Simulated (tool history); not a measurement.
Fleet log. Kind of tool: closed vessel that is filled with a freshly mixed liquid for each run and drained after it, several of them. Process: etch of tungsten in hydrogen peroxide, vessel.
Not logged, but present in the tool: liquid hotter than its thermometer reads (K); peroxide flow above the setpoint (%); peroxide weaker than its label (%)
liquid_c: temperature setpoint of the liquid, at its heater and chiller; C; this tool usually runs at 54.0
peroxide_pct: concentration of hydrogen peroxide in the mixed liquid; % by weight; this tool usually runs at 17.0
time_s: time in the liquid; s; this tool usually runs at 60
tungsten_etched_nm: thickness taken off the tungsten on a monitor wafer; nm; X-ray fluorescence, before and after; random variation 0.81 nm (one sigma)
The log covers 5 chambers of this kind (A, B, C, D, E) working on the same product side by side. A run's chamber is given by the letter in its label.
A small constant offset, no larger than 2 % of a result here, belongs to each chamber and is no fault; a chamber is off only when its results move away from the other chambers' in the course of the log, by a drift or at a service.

| run | hour | liquid_c | peroxide_pct | time_s | hours since the thermometer was replaced | hours since the peroxide flow meter was replaced | hours since the drum of peroxide was connected | read-back film thickness of the tungsten reference wafer, read on the same gauge (nm) | tungsten_etched_nm |
|---|---|---|---|---|---|---|---|---|---|
| 1A | 3.7 | 54.0 | 17.0 | 60 | 418.9 | 186.7 | 236.7 | 100.020 | 125.080 |
| 2E | 7.9 | 54.0 | 17.0 | 60 | 385.9 | 82.3 | 584.3 | 99.997 | 128.200 |
| 3D | 12.3 | 54.0 | 17.0 | 60 | 429.0 | 110.7 | 255.3 | 100.010 | 127.040 |
| 4C | 16.0 | 54.0 | 17.0 | 60 | 498.5 | 445.6 | 125.9 | 100.000 | 126.780 |
| 5B | 18.6 | 54.0 | 17.0 | 60 | 1987.0 | 1221.5 | 709.3 | 100.010 | 126.670 |
| 6D | 22.8 | 54.0 | 17.0 | 60 | 439.5 | 121.2 | 265.8 | 100.000 | 127.910 |
| 7A | 25.0 | 44.5 | 14.5 | 60 | 440.2 | 208.0 | 258.0 | 99.997 | 65.570 |
| 8C | 27.9 | 44.5 | 14.5 | 60 | 510.4 | 457.5 | 137.8 | 99.985 | 66.524 |
| 9B | 30.3 | 44.5 | 14.5 | 60 | 1998.7 | 1233.2 | 721.0 | 99.990 | 66.743 |
| 10E | 33.7 | 44.5 | 14.5 | 60 | 411.7 | 108.1 | 610.1 | 99.990 | 66.406 |
| 11C | 37.5 | 44.5 | 14.5 | 60 | 520.0 | 467.1 | 147.4 | 100.020 | 66.055 |
| 12D | 41.6 | 54.0 | 13.0 | 30 | 458.3 | 140.0 | 284.6 | 99.973 | 55.327 |
| 13E | 45.5 | 54.0 | 13.0 | 30 | 423.5 | 119.9 | 621.9 | 100.010 | 55.583 |
| 14A | 48.1 | 54.0 | 13.0 | 30 | 463.3 | 231.1 | 281.1 | 99.989 | 54.718 |
| 15B | 50.7 | 54.0 | 13.0 | 30 | 2019.1 | 1253.6 | 741.4 | 100.000 | 56.019 |
| 16B | 55.0 | 54.0 | 13.0 | 30 | 2023.4 | 1257.9 | 745.7 | 99.996 | 56.032 |
| 17A | 58.5 | 54.0 | 17.0 | 60 | 473.7 | 241.5 | 291.5 | 99.995 | 125.310 |
| 18D | 62.7 | 47.5 | 17.0 | 30 | 479.4 | 161.1 | 305.7 | 99.992 | 42.676 |
| 19C | 67.1 | 47.5 | 17.0 | 30 | 549.6 | 496.7 | 177.0 | 100.010 | 42.929 |
| 20E | 71.7 | 47.5 | 17.0 | 30 | 449.7 | 146.1 | 648.1 | 99.962 | 42.677 |
| 21A | 76.1 | 47.5 | 17.0 | 30 | 491.3 | 259.1 | 309.1 | 100.000 | 42.515 |
| 22C | 79.0 | 47.5 | 17.0 | 30 | 561.5 | 508.6 | 188.9 | 99.995 | 42.972 |
| 23E | 82.2 | 54.0 | 17.0 | 90 | 460.2 | 156.6 | 658.6 | 99.999 | 190.830 |
| 24B | 85.0 | 54.0 | 17.0 | 90 | 2053.4 | 1287.9 | 775.7 | 99.997 | 192.610 |
| 25D | 89.0 | 54.0 | 17.0 | 90 | 505.7 | 187.4 | 332.0 | 100.000 | 188.450 |
| 26B | 92.5 | 54.0 | 17.0 | 90 | 2060.9 | 1295.4 | 783.2 | 100.020 | 191.570 |
| 27E | 94.5 | 54.0 | 17.0 | 90 | 472.5 | 168.9 | 670.9 | 100.000 | 192.440 |
| 28C | 96.7 | 54.0 | 17.0 | 60 | 579.2 | 526.3 | 206.6 | 100.020 | 127.500 |
| 29D | 100.2 | 54.0 | 17.0 | 60 | 516.9 | 198.6 | 343.2 | 99.978 | 126.730 |
| 30A | 102.8 | 54.0 | 17.0 | 60 | 518.0 | 285.8 | 335.8 | 99.993 | 126.200 |

Read the log: is a single chamber off, either drifting away or since a service, is the gauge that measures every chamber drifting, or is nothing wrong beyond small per-chamber offsets? Name any odd chamber and what most likely caused it.

No chamber stands off beyond its own small offset, and the gauge holds steady.

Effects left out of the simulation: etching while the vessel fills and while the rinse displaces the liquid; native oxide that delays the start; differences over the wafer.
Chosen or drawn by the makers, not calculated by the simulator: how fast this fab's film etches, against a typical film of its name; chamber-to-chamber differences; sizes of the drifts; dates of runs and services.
